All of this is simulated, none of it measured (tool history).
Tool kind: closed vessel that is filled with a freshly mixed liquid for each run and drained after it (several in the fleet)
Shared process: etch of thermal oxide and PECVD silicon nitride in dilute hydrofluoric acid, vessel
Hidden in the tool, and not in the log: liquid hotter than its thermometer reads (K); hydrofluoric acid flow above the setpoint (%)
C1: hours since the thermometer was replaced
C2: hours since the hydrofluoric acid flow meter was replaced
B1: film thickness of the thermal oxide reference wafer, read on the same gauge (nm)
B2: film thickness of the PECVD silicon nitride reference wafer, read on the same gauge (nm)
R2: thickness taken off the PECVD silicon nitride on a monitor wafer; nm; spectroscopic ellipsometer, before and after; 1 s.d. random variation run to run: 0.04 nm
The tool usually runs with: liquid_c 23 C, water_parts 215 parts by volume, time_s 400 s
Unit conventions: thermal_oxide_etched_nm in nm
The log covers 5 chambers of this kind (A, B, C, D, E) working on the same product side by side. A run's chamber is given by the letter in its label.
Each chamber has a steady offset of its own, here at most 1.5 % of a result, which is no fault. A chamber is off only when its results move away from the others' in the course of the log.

{"run": "1C", "hour": 7.2, "liquid_c": 23, "water_parts": 215, "time_s": 400, "C1": 851.6, "C2": 707.8, "B1": 90.071, "B2": 29.966, "thermal_oxide_etched_nm": 7.7536, "R2": 5.2423}
{"run": "2E", "hour": 13.1, "liquid_c": 23, "water_parts": 215, "time_s": 400, "C1": 920, "C2": 69, "B1": 89.982, "B2": 30.005, "thermal_oxide_etched_nm": 7.7181, "R2": 5.2786}
{"run": "3D", "hour": 16.6, "liquid_c": 23, "water_parts": 215, "time_s": 400, "C1": 369.9, "C2": 1070.6, "B1": 90.049, "B2": 30.027, "thermal_oxide_etched_nm": 7.7531, "R2": 5.2809}
{"run": "4A", "hour": 20.9, "liquid_c": 23, "water_parts": 215, "time_s": 400, "C1": 2512.3, "C2": 1660.7, "B1": 89.977, "B2": 30.015, "thermal_oxide_etched_nm": 7.6596, "R2": 5.2638}
{"run": "5B", "hour": 28.1, "liquid_c": 23, "water_parts": 215, "time_s": 400, "C1": 902.7, "C2": 1282.6, "B1": 89.972, "B2": 29.976, "thermal_oxide_etched_nm": 7.6465, "R2": 5.2329}
{"run": "6A", "hour": 32.7, "liquid_c": 23, "water_parts": 215, "time_s": 400, "C1": 2524.1, "C2": 1672.5, "B1": 90.036, "B2": 29.997, "thermal_oxide_etched_nm": 7.6513, "R2": 5.3278}
{"hour": 37.3, "done": "chamber A: thermometer replaced"}
{"run": "7D", "hour": 39.4, "liquid_c": 23, "water_parts": 215, "time_s": 400, "C1": 392.7, "C2": 1093.4, "B1": 89.973, "B2": 30.023, "thermal_oxide_etched_nm": 7.5886, "R2": 5.2884}
{"run": "8E", "hour": 42.9, "liquid_c": 23, "water_parts": 310, "time_s": 535, "C1": 949.8, "C2": 98.8, "B1": 90.029, "B2": 29.986, "thermal_oxide_etched_nm": 6.4535, "R2": 4.7942}
{"run": "9B", "hour": 49.4, "liquid_c": 23, "water_parts": 310, "time_s": 535, "C1": 924, "C2": 1303.9, "B1": 89.985, "B2": 29.981, "thermal_oxide_etched_nm": 6.4284, "R2": 4.9817}
{"run": "10C", "hour": 56.6, "liquid_c": 23, "water_parts": 310, "time_s": 535, "C1": 901, "C2": 757.2, "B1": 89.986, "B2": 30.016, "thermal_oxide_etched_nm": 6.4859, "R2": 4.8954}
{"run": "11C", "hour": 62.2, "liquid_c": 23, "water_parts": 310, "time_s": 535, "C1": 906.6, "C2": 762.8, "B1": 89.987, "B2": 29.999, "thermal_oxide_etched_nm": 6.5507, "R2": 4.8716}
{"run": "12B", "hour": 69.1, "liquid_c": 23, "water_parts": 310, "time_s": 535, "C1": 943.7, "C2": 1323.6, "B1": 89.999, "B2": 29.967, "thermal_oxide_etched_nm": 6.5389, "R2": 5.0651}
{"run": "13E", "hour": 75.9, "liquid_c": 23, "water_parts": 215, "time_s": 400, "C1": 982.8, "C2": 131.8, "B1": 90.005, "B2": 30.011, "thermal_oxide_etched_nm": 7.6444, "R2": 5.1671}
{"run": "14D", "hour": 79.3, "liquid_c": 23, "water_parts": 215, "time_s": 400, "C1": 432.6, "C2": 1133.3, "B1": 90.038, "B2": 29.996, "thermal_oxide_etched_nm": 7.738, "R2": 5.2807}
{"run": "15A", "hour": 84.1, "liquid_c": 23, "water_parts": 215, "time_s": 400, "C1": 46.8, "C2": 1723.9, "B1": 89.975, "B2": 30, "thermal_oxide_etched_nm": 7.6492, "R2": 5.2326}
{"run": "16D", "hour": 91.7, "liquid_c": 23, "water_parts": 215, "time_s": 400, "C1": 445, "C2": 1145.7, "B1": 90.017, "B2": 30.014, "thermal_oxide_etched_nm": 7.7444, "R2": 5.2896}
{"run": "17A", "hour": 99.0, "liquid_c": 23, "water_parts": 215, "time_s": 400, "C1": 61.7, "C2": 1738.8, "B1": 90.001, "B2": 29.997, "thermal_oxide_etched_nm": 7.7208, "R2": 5.2692}
{"run": "18E", "hour": 104.1, "liquid_c": 23, "water_parts": 215, "time_s": 400, "C1": 1011, "C2": 160, "B1": 90.013, "B2": 30.015, "thermal_oxide_etched_nm": 7.7231, "R2": 5.1037}
{"run": "19C", "hour": 111.5, "liquid_c": 27.5, "water_parts": 250, "time_s": 400, "C1": 955.9, "C2": 812.1, "B1": 89.998, "B2": 30.014, "thermal_oxide_etched_nm": 7.4256, "R2": 6.0522}
{"run": "20B", "hour": 118.8, "liquid_c": 27.5, "water_parts": 250, "time_s": 400, "C1": 993.4, "C2": 1373.3, "B1": 90.014, "B2": 30.032, "thermal_oxide_etched_nm": 7.8386, "R2": 6.4641}
{"run": "21C", "hour": 122.8, "liquid_c": 27.5, "water_parts": 250, "time_s": 400, "C1": 967.2, "C2": 823.4, "B1": 89.995, "B2": 29.999, "thermal_oxide_etched_nm": 7.5358, "R2": 5.9013}
{"run": "22D", "hour": 127.6, "liquid_c": 27.5, "water_parts": 250, "time_s": 400, "C1": 480.9, "C2": 1181.6, "B1": 89.962, "B2": 30.04, "thermal_oxide_etched_nm": 7.6095, "R2": 6.0508}
{"run": "23B", "hour": 133.0, "liquid_c": 27.5, "water_parts": 250, "time_s": 400, "C1": 1007.6, "C2": 1387.5, "B1": 90.004, "B2": 29.981, "thermal_oxide_etched_nm": 7.8641, "R2": 6.5684}
{"run": "24E", "hour": 137.2, "liquid_c": 23, "water_parts": 215, "time_s": 400, "C1": 1044.1, "C2": 193.1, "B1": 90.041, "B2": 30.014, "thermal_oxide_etched_nm": 7.6582, "R2": 5.2512}
{"hour": 139.9, "done": "chamber C: thermometer replaced"}
{"run": "25A", "hour": 144.3, "liquid_c": 24.5, "water_parts": 215, "time_s": 225, "C1": 107, "C2": 1784.1, "B1": 90.033, "B2": 30.004, "thermal_oxide_etched_nm": 4.5767, "R2": 3.2283}
{"run": "26D", "hour": 148.7, "liquid_c": 24.5, "water_parts": 215, "time_s": 225, "C1": 502, "C2": 1202.7, "B1": 90.058, "B2": 30.008, "thermal_oxide_etched_nm": 4.6338, "R2": 3.2643}
{"run": "27E", "hour": 155.2, "liquid_c": 24.5, "water_parts": 215, "time_s": 225, "C1": 1062.1, "C2": 211.1, "B1": 90.001, "B2": 29.999, "thermal_oxide_etched_nm": 4.5628, "R2": 3.1944}
{"run": "28A", "hour": 162.2, "liquid_c": 24.5, "water_parts": 215, "time_s": 225, "C1": 124.9, "C2": 1802, "B1": 89.995, "B2": 29.989, "thermal_oxide_etched_nm": 4.5404, "R2": 3.2156}
{"run": "29B", "hour": 165.7, "liquid_c": 24.5, "water_parts": 215, "time_s": 225, "C1": 1040.3, "C2": 1420.2, "B1": 89.992, "B2": 30.023, "thermal_oxide_etched_nm": 4.853, "R2": 3.698}
{"run": "30C", "hour": 170.4, "liquid_c": 23, "water_parts": 215, "time_s": 400, "C1": 30.6, "C2": 871, "B1": 89.979, "B2": 29.994, "thermal_oxide_etched_nm": 7.6368, "R2": 5.2206}
{"run": "31D", "hour": 177.8, "liquid_c": 23, "water_parts": 215, "time_s": 400, "C1": 531.1, "C2": 1231.8, "B1": 90.019, "B2": 30.011, "thermal_oxide_etched_nm": 7.758, "R2": 5.2644}

Read the log: is a single chamber off, either drifting away or since a service, is the gauge that measures every chamber drifting, or is nothing wrong beyond small per-chamber offsets? Name any odd chamber and what most likely caused it.

Chamber B drifts away from the others.
Likeliest cause: liquid hotter than its thermometer reads (K) = 2.29.

Which of the 4 candidates below, each the usual settings with something changed and its results left as question marks, puts chamber B back in line with what the other chambers give on the usual settings?
Allowed miss from the other chambers' usual-settings mean, per result, to count as in line: thermal_oxide_etched_nm 0.26 nm; R2 0.14 nm
{"run": "32B-1", "hour": 183.4, "liquid_c": 25, "water_parts": 230, "time_s": 435, "thermal_oxide_etched_nm": "?", "R2": "?"}
{"run": "32B-2", "hour": 183.4, "liquid_c": 22, "water_parts": 205, "time_s": 375, "thermal_oxide_etched_nm": "?", "R2": "?"}
{"run": "32B-3", "hour": 183.4, "liquid_c": 24, "water_parts": 225, "time_s": 425, "thermal_oxide_etched_nm": "?", "R2": "?"}
{"run": "32B-4", "hour": 183.4, "liquid_c": 21, "water_parts": 200, "time_s": 365, "thermal_oxide_etched_nm": "?", "R2": "?"}

What the other chambers average on the usual settings: thermal_oxide_etched_nm 7.6888 nm; R2 5.2332 nm
run=32B-1 thermal_oxide_etched_nm=8.9231 R2=6.8916
run=32B-2 thermal_oxide_etched_nm=7.9637 R2=5.5304
run=32B-3 thermal_oxide_etched_nm=8.6499 R2=6.4734
run=32B-4 thermal_oxide_etched_nm=7.6931 R2=5.1717
Change 32B-4 lands the chamber within the allowed miss of the other chambers.
